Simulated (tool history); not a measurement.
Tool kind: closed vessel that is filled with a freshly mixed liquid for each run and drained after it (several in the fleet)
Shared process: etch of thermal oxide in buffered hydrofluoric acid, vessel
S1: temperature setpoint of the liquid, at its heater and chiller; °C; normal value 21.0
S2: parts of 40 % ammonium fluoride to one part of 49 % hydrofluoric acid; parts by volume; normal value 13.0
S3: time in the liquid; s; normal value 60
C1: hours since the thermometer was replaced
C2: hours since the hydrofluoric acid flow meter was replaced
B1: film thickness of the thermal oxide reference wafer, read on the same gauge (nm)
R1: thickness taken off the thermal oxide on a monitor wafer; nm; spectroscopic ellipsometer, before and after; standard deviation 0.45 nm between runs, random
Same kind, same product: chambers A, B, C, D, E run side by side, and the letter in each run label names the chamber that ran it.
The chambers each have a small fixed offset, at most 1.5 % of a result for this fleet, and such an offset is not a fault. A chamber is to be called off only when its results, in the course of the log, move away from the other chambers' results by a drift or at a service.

run 1C hour=3.4 | S1=21.0 S2=13.0 S3=60 | C1=447.7 C2=368.3 | B1=79.988 | R1=47.542
run 2A hour=7.1 | S1=21.0 S2=13.0 S3=60 | C1=2204.3 C2=764.8 | B1=79.989 | R1=46.085
run 3B hour=9.0 | S1=21.0 S2=13.0 S3=60 | C1=1755.2 C2=1149.8 | B1=79.988 | R1=46.621
run 4E hour=12.2 | S1=21.0 S2=13.0 S3=60 | C1=988.6 C2=751.2 | B1=80.002 | R1=45.912
run 5D hour=16.3 | S1=21.0 S2=13.0 S3=60 | C1=432.9 C2=374.2 | B1=79.974 | R1=46.132
run 6C hour=19.6 | S1=21.0 S2=13.0 S3=60 | C1=463.9 C2=384.5 | B1=79.989 | R1=46.155
run 7B hour=23.3 | S1=21.0 S2=13.0 S3=60 | C1=1769.5 C2=1164.1 | B1=80.008 | R1=46.449
run 8A hour=27.4 | S1=21.0 S2=13.0 S3=60 | C1=2224.6 C2=785.1 | B1=79.989 | R1=45.769
run 9E hour=30.0 | S1=21.0 S2=13.0 S3=60 | C1=1006.4 C2=769.0 | B1=79.978 | R1=45.842
run 10D hour=33.5 | S1=21.0 S2=13.0 S3=60 | C1=450.1 C2=391.4 | B1=80.008 | R1=45.049
run 11E hour=37.8 | S1=17.5 S2=9.5 S3=60 | C1=1014.2 C2=776.8 | B1=80.007 | R1=50.448
run 12B hour=41.1 | S1=17.5 S2=9.5 S3=60 | C1=1787.3 C2=1181.9 | B1=80.012 | R1=51.275
run 13D hour=43.5 | S1=17.5 S2=9.5 S3=60 | C1=460.1 C2=401.4 | B1=79.983 | R1=48.380
run 14A hour=47.4 | S1=17.5 S2=9.5 S3=60 | C1=2244.6 C2=805.1 | B1=80.010 | R1=49.669
run 15C hour=50.1 | S1=17.5 S2=9.5 S3=60 | C1=494.4 C2=415.0 | B1=80.015 | R1=50.112
run 16C hour=54.2 | S1=21.0 S2=13.0 S3=60 | C1=498.5 C2=419.1 | B1=79.980 | R1=46.500
run 17A hour=56.4 | S1=21.0 S2=13.0 S3=85 | C1=2253.6 C2=814.1 | B1=80.004 | R1=65.349
run 18D hour=59.0 | S1=21.0 S2=13.0 S3=85 | C1=475.6 C2=416.9 | B1=79.984 | R1=63.127
run 19B hour=61.4 | S1=21.0 S2=13.0 S3=85 | C1=1807.6 C2=1202.2 | B1=79.982 | R1=66.875
run 20E hour=64.2 | S1=21.0 S2=13.0 S3=85 | C1=1040.6 C2=803.2 | B1=80.011 | R1=64.705
run 21D hour=67.2 | S1=21.0 S2=13.0 S3=85 | C1=483.8 C2=425.1 | B1=79.973 | R1=61.141
run 22B hour=71.3 | S1=21.0 S2=13.0 S3=60 | C1=1817.5 C2=1212.1 | B1=80.025 | R1=46.830
run 23C hour=74.9 | S1=21.0 S2=13.0 S3=60 | C1=519.2 C2=439.8 | B1=79.984 | R1=46.132
run 24E hour=77.7 | S1=21.0 S2=13.0 S3=60 | C1=1054.1 C2=816.7 | B1=79.995 | R1=46.510
run 25A hour=81.7 | S1=21.0 S2=13.0 S3=60 | C1=2278.9 C2=839.4 | B1=79.976 | R1=46.478
run 26A hour=83.9 | S1=21.0 S2=13.0 S3=60 | C1=2281.1 C2=841.6 | B1=79.997 | R1=45.001
run 27B hour=88.3 | S1=25.5 S2=13.0 S3=85 | C1=1834.5 C2=1229.1 | B1=80.030 | R1=84.737
run 28D hour=90.3 | S1=25.5 S2=13.0 S3=85 | C1=506.9 C2=448.2 | B1=80.011 | R1=77.186
run 29E hour=92.3 | S1=25.5 S2=13.0 S3=85 | C1=1068.7 C2=831.3 | B1=80.000 | R1=83.398
run 30C hour=94.3 | S1=25.5 S2=13.0 S3=85 | C1=538.6 C2=459.2 | B1=79.982 | R1=84.219
run 31D hour=98.5 | S1=25.5 S2=13.0 S3=85 | C1=515.1 C2=456.4 | B1=79.988 | R1=75.214
run 32A hour=101.3 | S1=21.0 S2=13.0 S3=60 | C1=2298.5 C2=859.0 | B1=79.996 | R1=45.698
run 33C hour=104.8 | S1=21.0 S2=13.0 S3=60 | C1=549.1 C2=469.7 | B1=80.033 | R1=47.273
run 34B hour=109.1 | S1=21.0 S2=13.0 S3=60 | C1=1855.3 C2=1249.9 | B1=79.987 | R1=46.929

Read the log: is a single chamber off, either drifting away or since a service, is the gauge that measures every chamber drifting, or is nothing wrong beyond small per-chamber offsets? Name any odd chamber and what most likely caused it.

Little by little, chamber D moves away from the other chambers.
Likeliest cause: liquid colder than its thermometer reads (K) = 2.42.
The log may not tell that from: hydrofluoric acid flow below the setpoint (%).

Chamber D could run next with any of the 4 candidate recipes listed below; each alters the usual settings, and their results appear as question marks. Which one brings its results back in line with what the other chambers deliver on the usual settings?
Maximum distance from the other chambers' mean on the usual settings for a result to count as in line: R1 1.600 nm
run 35D-1 hour=112.3 | S1=22.0 S2=13.0 S3=60 | R1=?
run 35D-2 hour=112.3 | S1=21.0 S2=13.5 S3=55 | R1=?
run 35D-3 hour=112.3 | S1=23.0 S2=13.0 S3=60 | R1=?
run 35D-4 hour=112.3 | S1=20.0 S2=13.0 S3=60 | R1=?

The mean the other chambers reach with the usual settings: R1 46.255 nm
run=35D-1 R1=43.179
run=35D-2 R1=36.031
run=35D-3 R1=45.717
run=35D-4 R1=38.494
35D-3 is the one that brings the chamber's results back in line with the other chambers.
